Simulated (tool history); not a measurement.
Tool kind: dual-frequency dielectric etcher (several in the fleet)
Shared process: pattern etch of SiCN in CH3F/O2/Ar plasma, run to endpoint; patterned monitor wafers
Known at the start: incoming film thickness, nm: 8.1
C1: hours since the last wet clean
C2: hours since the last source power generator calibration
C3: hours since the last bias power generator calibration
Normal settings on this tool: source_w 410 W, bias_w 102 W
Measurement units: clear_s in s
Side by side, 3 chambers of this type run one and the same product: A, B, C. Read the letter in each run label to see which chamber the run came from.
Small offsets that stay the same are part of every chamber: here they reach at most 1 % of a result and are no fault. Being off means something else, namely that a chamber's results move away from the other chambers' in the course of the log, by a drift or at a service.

Run 1B, hour 5.4: usual settings; C1 247.4; C2 457.1; C3 1982.8. Result: clear_s 18.974 s.
Run 2C, hour 15.3: usual settings; C1 475.4; C2 836.5; C3 1565.9. Result: clear_s 18.981 s.
Run 3A, hour 23.7: usual settings; C1 430.8; C2 577.5; C3 4172. Result: clear_s 18.863 s.
Run 4A, hour 30.8: usual settings; C1 437.9; C2 584.6; C3 4179.1. Result: clear_s 18.676 s.
Run 5B, hour 37.3: usual settings; C1 279.3; C2 489; C3 2014.7. Result: clear_s 18.898 s.
Run 6C, hour 42.9: usual settings; C1 503; C2 864.1; C3 1593.5. Result: clear_s 18.576 s.
Run 7B, hour 48.5: usual settings; C1 290.5; C2 500.2; C3 2025.9. Result: clear_s 18.861 s.
Run 8C, hour 57.3: usual settings; C1 517.4; C2 878.5; C3 1607.9. Result: clear_s 18.612 s.
Run 9A, hour 66.5: usual settings; C1 473.6; C2 620.3; C3 4214.8. Result: clear_s 18.901 s.
Run 10A, hour 74.2: usual settings; C1 481.3; C2 628; C3 4222.5. Result: clear_s 19.178 s.
Run 11B, hour 79: usual settings; C1 321; C2 530.7; C3 2056.4. Result: clear_s 19.146 s.
Run 12C, hour 88.3: usual settings; C1 548.4; C2 909.5; C3 1638.9. Result: clear_s 18.782 s.
Run 13C, hour 99.1: usual settings; C1 559.2; C2 920.3; C3 1649.7. Result: clear_s 18.827 s.
At hour 107.8: chamber C: wet clean of the chamber.
Run 14B, hour 109.1: usual settings; C1 351.1; C2 560.8; C3 2086.5. Result: clear_s 19.133 s.
Run 15A, hour 119.1: usual settings; C1 526.2; C2 672.9; C3 4267.4. Result: clear_s 18.993 s.
Run 16B, hour 128.5: usual settings; C1 370.5; C2 580.2; C3 2105.9. Result: clear_s 18.681 s.
Run 17A, hour 136.3: usual settings; C1 543.4; C2 690.1; C3 4284.6. Result: clear_s 18.844 s.
Run 18C, hour 143.2: usual settings; C1 35.4; C2 964.4; C3 1693.8. Result: clear_s 17.865 s.
Run 19C, hour 151.8: usual settings; C1 44; C2 973; C3 1702.4. Result: clear_s 17.821 s.
Run 20B, hour 157.4: usual settings; C1 399.4; C2 609.1; C3 2134.8. Result: clear_s 18.745 s.
Run 21A, hour 163.5: usual settings; C1 570.6; C2 717.3; C3 4311.8. Result: clear_s 18.981 s.
Run 22A, hour 173.5: usual settings; C1 580.6; C2 727.3; C3 4321.8. Result: clear_s 18.851 s.

Decide between three cases: one chamber stands off from its peers, the gauge reading all wafers drifts, or nothing is wrong past each chamber's small offset. Where a chamber is off, say which and what most likely put it there.

A service on chamber C put it out of line with the rest.
Cause: etch rate over this chamber's usual, % = 4.8.

Chamber C could run next with any of the 4 candidate recipes listed below; each alters the usual settings, and their results appear as question marks. Which one brings its results back in line with what the other chambers deliver on the usual settings?
Allowed miss from the other chambers' usual-settings mean, per result, to count as in line: clear_s 0.44 s
Run 23C-1, hour 181.4: usual settings but source_w 480 W. Result: clear_s ?.
Run 23C-2, hour 181.4: usual settings but source_w 380 W, bias_w 93 W. Result: clear_s ?.
Run 23C-3, hour 181.4: usual settings but source_w 420 W, bias_w 105 W. Result: clear_s ?.
Run 23C-4, hour 181.4: usual settings but source_w 400 W, bias_w 99 W. Result: clear_s ?.

On the usual settings, the other chambers give on average: clear_s 18.915 s
  run  clear_s
23C-1   16.743
23C-2   18.918
23C-3   17.407
23C-4   18.127
With 23C-2, the chamber falls back in line with the rest.

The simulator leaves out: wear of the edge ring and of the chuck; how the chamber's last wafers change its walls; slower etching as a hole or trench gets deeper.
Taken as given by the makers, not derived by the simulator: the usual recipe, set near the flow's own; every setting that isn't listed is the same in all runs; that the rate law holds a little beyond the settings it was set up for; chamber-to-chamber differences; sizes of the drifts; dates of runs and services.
